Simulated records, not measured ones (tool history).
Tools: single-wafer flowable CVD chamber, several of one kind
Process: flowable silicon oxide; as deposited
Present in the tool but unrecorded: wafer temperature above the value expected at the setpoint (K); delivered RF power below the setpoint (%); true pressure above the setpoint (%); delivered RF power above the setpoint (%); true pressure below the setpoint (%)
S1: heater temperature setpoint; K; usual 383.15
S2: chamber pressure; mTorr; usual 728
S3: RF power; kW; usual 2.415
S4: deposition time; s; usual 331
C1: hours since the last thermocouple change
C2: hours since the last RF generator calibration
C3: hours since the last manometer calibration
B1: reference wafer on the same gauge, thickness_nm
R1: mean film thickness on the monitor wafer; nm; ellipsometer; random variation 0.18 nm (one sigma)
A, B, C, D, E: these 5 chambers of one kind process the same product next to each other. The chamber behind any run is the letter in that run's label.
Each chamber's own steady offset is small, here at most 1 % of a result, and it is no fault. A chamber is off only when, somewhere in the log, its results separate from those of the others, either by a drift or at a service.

Run 1E, hour 13.2: usual settings; C1 452.3; C2 556.8; C3 2246.8; B1 147.99. Result: R1 132.870 nm.
Run 2B, hour 20.2: usual settings; C1 1569.7; C2 1366.5; C3 750.3; B1 148.00. Result: R1 131.770 nm.
Run 3A, hour 31.5: usual settings; C1 1316.6; C2 1499.0; C3 494.0; B1 147.94. Result: R1 132.010 nm.
Run 4D, hour 42.7: usual settings; C1 920.4; C2 650.6; C3 1550.2; B1 147.87. Result: R1 132.490 nm.
Run 5C, hour 48.7: usual settings but S3 2.800 kW; C1 1812.3; C2 276.1; C3 1130.1; B1 147.97. Result: R1 134.780 nm.
Run 6A, hour 55.1: usual settings but S3 2.800 kW; C1 1340.2; C2 1522.6; C3 517.6; B1 147.91. Result: R1 134.590 nm.
Run 7D, hour 67.4: usual settings but S3 2.800 kW; C1 945.1; C2 675.3; C3 1574.9; B1 147.84. Result: R1 134.350 nm.
At hour 71.1: chamber A: RF generator calibrated.
Run 8B, hour 80.0: usual settings but S3 2.800 kW; C1 1629.5; C2 1426.3; C3 810.1; B1 147.84. Result: R1 133.970 nm.
Run 9C, hour 92.7: usual settings but S3 2.800 kW; C1 1856.3; C2 320.1; C3 1174.1; B1 147.84. Result: R1 134.590 nm.
Run 10E, hour 103.2: usual settings; C1 542.3; C2 646.8; C3 2336.8; B1 147.86. Result: R1 132.670 nm.
Run 11D, hour 116.5: usual settings; C1 994.2; C2 724.4; C3 1624.0; B1 147.76. Result: R1 131.800 nm.
Run 12C, hour 125.8: usual settings but S4 374 s; C1 1889.4; C2 353.2; C3 1207.2; B1 147.76. Result: R1 149.370 nm.
Run 13E, hour 139.4: usual settings but S4 374 s; C1 578.5; C2 683.0; C3 2373.0; B1 147.75. Result: R1 149.490 nm.
Run 14B, hour 152.6: usual settings but S4 374 s; C1 1702.1; C2 1498.9; C3 882.7; B1 147.69. Result: R1 148.490 nm.
Run 15A, hour 165.3: usual settings but S4 374 s; C1 1450.4; C2 94.3; C3 627.8; B1 147.69. Result: R1 149.390 nm.
At hour 167.1: chamber E: capacitance manometer re-zeroed and calibrated.
Run 16E, hour 178.0: usual settings but S4 374 s; C1 617.1; C2 721.6; C3 10.9; B1 147.64. Result: R1 149.500 nm.
Run 17B, hour 190.7: usual settings; C1 1740.2; C2 1537.0; C3 920.8; B1 147.63. Result: R1 131.220 nm.
Run 18C, hour 201.0: usual settings; C1 1964.6; C2 428.4; C3 1282.4; B1 147.62. Result: R1 131.810 nm.
Run 19D, hour 209.7: usual settings; C1 1087.4; C2 817.6; C3 1717.2; B1 147.59. Result: R1 131.790 nm.
Run 20A, hour 222.4: usual settings; C1 1507.5; C2 151.4; C3 684.9; B1 147.53. Result: R1 132.020 nm.
Run 21E, hour 235.7: usual settings; C1 674.8; C2 779.3; C3 68.6; B1 147.51. Result: R1 132.120 nm.
Run 22A, hour 249.2: usual settings; C1 1534.3; C2 178.2; C3 711.7; B1 147.45. Result: R1 131.850 nm.
Run 23C, hour 259.3: usual settings; C1 2022.9; C2 486.7; C3 1340.7; B1 147.47. Result: R1 132.200 nm.
Run 24D, hour 268.5: usual settings; C1 1146.2; C2 876.4; C3 1776.0; B1 147.47. Result: R1 131.540 nm.
Run 25B, hour 276.8: usual settings; C1 1826.3; C2 1623.1; C3 1006.9; B1 147.44. Result: R1 130.930 nm.
Run 26B, hour 283.0: usual settings; C1 1832.5; C2 1629.3; C3 1013.1; B1 147.43. Result: R1 131.510 nm.
Run 27C, hour 296.3: usual settings; C1 2059.9; C2 523.7; C3 1377.7; B1 147.42. Result: R1 131.920 nm.
Run 28A, hour 302.3: usual settings but S2 558 mTorr, S4 361 s; C1 1587.4; C2 231.3; C3 764.8; B1 147.40. Result: R1 98.136 nm.
At hour 308.2: chamber B: capacitance manometer re-zeroed and calibrated.
Run 29D, hour 314.3: usual settings but S2 558 mTorr, S4 361 s; C1 1192.0; C2 922.2; C3 1821.8; B1 147.39. Result: R1 100.210 nm.
Run 30E, hour 320.6: usual settings but S2 558 mTorr, S4 361 s; C1 759.7; C2 864.2; C3 153.5; B1 147.33. Result: R1 100.320 nm.
Run 31B, hour 332.4: usual settings but S2 558 mTorr, S4 361 s; C1 1881.9; C2 1678.7; C3 24.3; B1 147.36. Result: R1 98.862 nm.
Run 32D, hour 344.3: usual settings but S2 558 mTorr, S4 361 s; C1 1222.0; C2 952.2; C3 1851.8; B1 147.29. Result: R1 100.460 nm.
Run 33E, hour 357.5: usual settings but S2 870 mTorr; C1 796.6; C2 901.1; C3 190.4; B1 147.33. Result: R1 166.080 nm.
Run 34A, hour 367.5: usual settings but S2 870 mTorr; C1 1652.6; C2 296.5; C3 830.0; B1 147.26. Result: R1 167.000 nm.
Run 35C, hour 373.5: usual settings but S2 870 mTorr; C1 2137.1; C2 600.9; C3 1454.9; B1 147.23. Result: R1 166.110 nm.
Run 36B, hour 380.5: usual settings but S2 870 mTorr; C1 1930.0; C2 1726.8; C3 72.4; B1 147.22. Result: R1 166.250 nm.
Run 37C, hour 387.1: usual settings but S2 870 mTorr; C1 2150.7; C2 614.5; C3 1468.5; B1 147.19. Result: R1 166.020 nm.
Run 38D, hour 397.6: usual settings; C1 1275.3; C2 1005.5; C3 1905.1; B1 147.25. Result: R1 131.220 nm.
Run 39A, hour 403.8: usual settings; C1 1688.9; C2 332.8; C3 866.3; B1 147.17. Result: R1 131.680 nm.

Does one chamber stand apart from the rest, does the shared gauge drift, or is all well apart from small per-chamber offsets? Give the chamber and the most likely cause, where there is one.

It is the gauge, not a chamber: its drift shows up in every chamber's results at once, and no chamber is off.
Likeliest cause: gauge reads low (%) = 0.561.
